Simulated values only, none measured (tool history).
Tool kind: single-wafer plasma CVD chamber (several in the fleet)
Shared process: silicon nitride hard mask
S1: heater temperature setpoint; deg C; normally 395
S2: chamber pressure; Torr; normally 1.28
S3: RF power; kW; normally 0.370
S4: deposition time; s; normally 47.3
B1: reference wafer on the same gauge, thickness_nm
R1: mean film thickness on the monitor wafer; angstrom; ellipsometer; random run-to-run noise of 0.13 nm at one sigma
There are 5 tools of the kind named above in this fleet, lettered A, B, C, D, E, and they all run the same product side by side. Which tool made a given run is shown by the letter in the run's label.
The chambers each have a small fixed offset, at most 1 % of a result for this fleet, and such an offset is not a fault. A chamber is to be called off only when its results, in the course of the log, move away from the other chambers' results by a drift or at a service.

run 1C hour=7.9 | S1=395 S2=1.28 S3=0.370 S4=47.3 | B1=64.988 | R1=588.30
run 2D hour=15.1 | S1=395 S2=1.28 S3=0.370 S4=47.3 | B1=65.000 | R1=582.28
run 3A hour=23.7 | S1=395 S2=1.28 S3=0.370 S4=47.3 | B1=64.998 | R1=578.43
run 4E hour=31.1 | S1=395 S2=1.28 S3=0.370 S4=47.3 | B1=65.013 | R1=583.50
run 5B hour=41.8 | S1=395 S2=1.28 S3=0.370 S4=47.3 | B1=64.999 | R1=582.11
-- hour=47.0 chamber C: thermocouple changed; heater temperature recalibrated
run 6C hour=49.5 | S1=395 S2=1.28 S3=0.370 S4=47.3 | B1=65.005 | R1=583.49
run 7B hour=62.4 | S1=395 S2=1.28 S3=0.370 S4=47.3 | B1=65.011 | R1=578.79
run 8A hour=70.8 | S1=395 S2=1.28 S3=0.370 S4=47.3 | B1=65.001 | R1=578.88
run 9D hour=78.6 | S1=395 S2=1.28 S3=0.370 S4=47.3 | B1=65.022 | R1=580.39
run 10E hour=87.9 | S1=395 S2=1.28 S3=0.370 S4=47.3 | B1=65.012 | R1=578.79
run 11D hour=95.1 | S1=395 S2=1.28 S3=0.370 S4=47.3 | B1=65.035 | R1=582.52
run 12A hour=103.2 | S1=395 S2=1.28 S3=0.370 S4=47.3 | B1=65.017 | R1=579.40
run 13B hour=110.5 | S1=407 S2=1.39 S3=0.370 S4=47.3 | B1=65.012 | R1=591.30
run 14C hour=122.2 | S1=407 S2=1.39 S3=0.370 S4=47.3 | B1=65.002 | R1=596.96
run 15E hour=133.0 | S1=407 S2=1.39 S3=0.370 S4=47.3 | B1=65.033 | R1=584.53
run 16D hour=140.0 | S1=407 S2=1.39 S3=0.370 S4=47.3 | B1=65.005 | R1=594.20
run 17E hour=147.4 | S1=407 S2=1.39 S3=0.370 S4=47.3 | B1=65.048 | R1=584.13
run 18B hour=159.8 | S1=395 S2=1.28 S3=0.370 S4=47.3 | B1=64.988 | R1=582.98
-- hour=161.7 chamber B: capacitance manometer re-zeroed and calibrated
run 19C hour=166.2 | S1=408 S2=1.28 S3=0.370 S4=47.3 | B1=64.982 | R1=580.78
run 20A hour=172.4 | S1=408 S2=1.28 S3=0.370 S4=47.3 | B1=64.966 | R1=574.16
run 21B hour=183.0 | S1=408 S2=1.28 S3=0.370 S4=47.3 | B1=64.978 | R1=575.54
run 22D hour=191.4 | S1=408 S2=1.28 S3=0.370 S4=47.3 | B1=64.962 | R1=580.23
run 23C hour=199.6 | S1=408 S2=1.28 S3=0.370 S4=47.3 | B1=65.005 | R1=583.49
run 24A hour=210.2 | S1=395 S2=1.28 S3=0.370 S4=47.3 | B1=64.970 | R1=578.52
run 25E hour=220.7 | S1=395 S2=1.28 S3=0.370 S4=47.3 | B1=65.005 | R1=569.77
run 26C hour=232.8 | S1=395 S2=1.18 S3=0.405 S4=47.3 | B1=65.009 | R1=602.57
run 27D hour=242.8 | S1=395 S2=1.18 S3=0.405 S4=47.3 | B1=64.970 | R1=603.18
run 28A hour=249.5 | S1=395 S2=1.18 S3=0.405 S4=47.3 | B1=65.024 | R1=598.37
run 29E hour=258.1 | S1=395 S2=1.18 S3=0.405 S4=47.3 | B1=64.996 | R1=584.03
run 30B hour=267.4 | S1=395 S2=1.18 S3=0.405 S4=47.3 | B1=65.000 | R1=598.08
run 31A hour=273.9 | S1=395 S2=1.28 S3=0.370 S4=47.3 | B1=64.954 | R1=579.95
run 32D hour=282.9 | S1=395 S2=1.28 S3=0.370 S4=47.3 | B1=65.009 | R1=582.24
run 33B hour=289.7 | S1=395 S2=1.28 S3=0.370 S4=47.3 | B1=64.989 | R1=581.10
run 34C hour=300.1 | S1=395 S2=1.28 S3=0.370 S4=47.3 | B1=64.982 | R1=582.22
run 35E hour=307.2 | S1=395 S2=1.28 S3=0.370 S4=47.3 | B1=65.026 | R1=564.68
run 36D hour=319.4 | S1=395 S2=1.28 S3=0.370 S4=47.3 | B1=64.978 | R1=581.42

Next, all 5 chambers run the settings below, one line each with question marks for the results. What does each chamber give?
run 37A hour=329.1 | S1=395 S2=1.28 S3=0.370 S4=47.3 | R1=?
run 37B hour=329.1 | S1=395 S2=1.28 S3=0.370 S4=47.3 | R1=?
run 37C hour=329.1 | S1=395 S2=1.28 S3=0.370 S4=47.3 | R1=?
run 37D hour=329.1 | S1=395 S2=1.28 S3=0.370 S4=47.3 | R1=?
run 37E hour=329.1 | S1=395 S2=1.28 S3=0.370 S4=47.3 | R1=?

run=37A R1=579.70
run=37B R1=581.24
run=37C R1=584.24
run=37D R1=584.78
run=37E R1=561.28
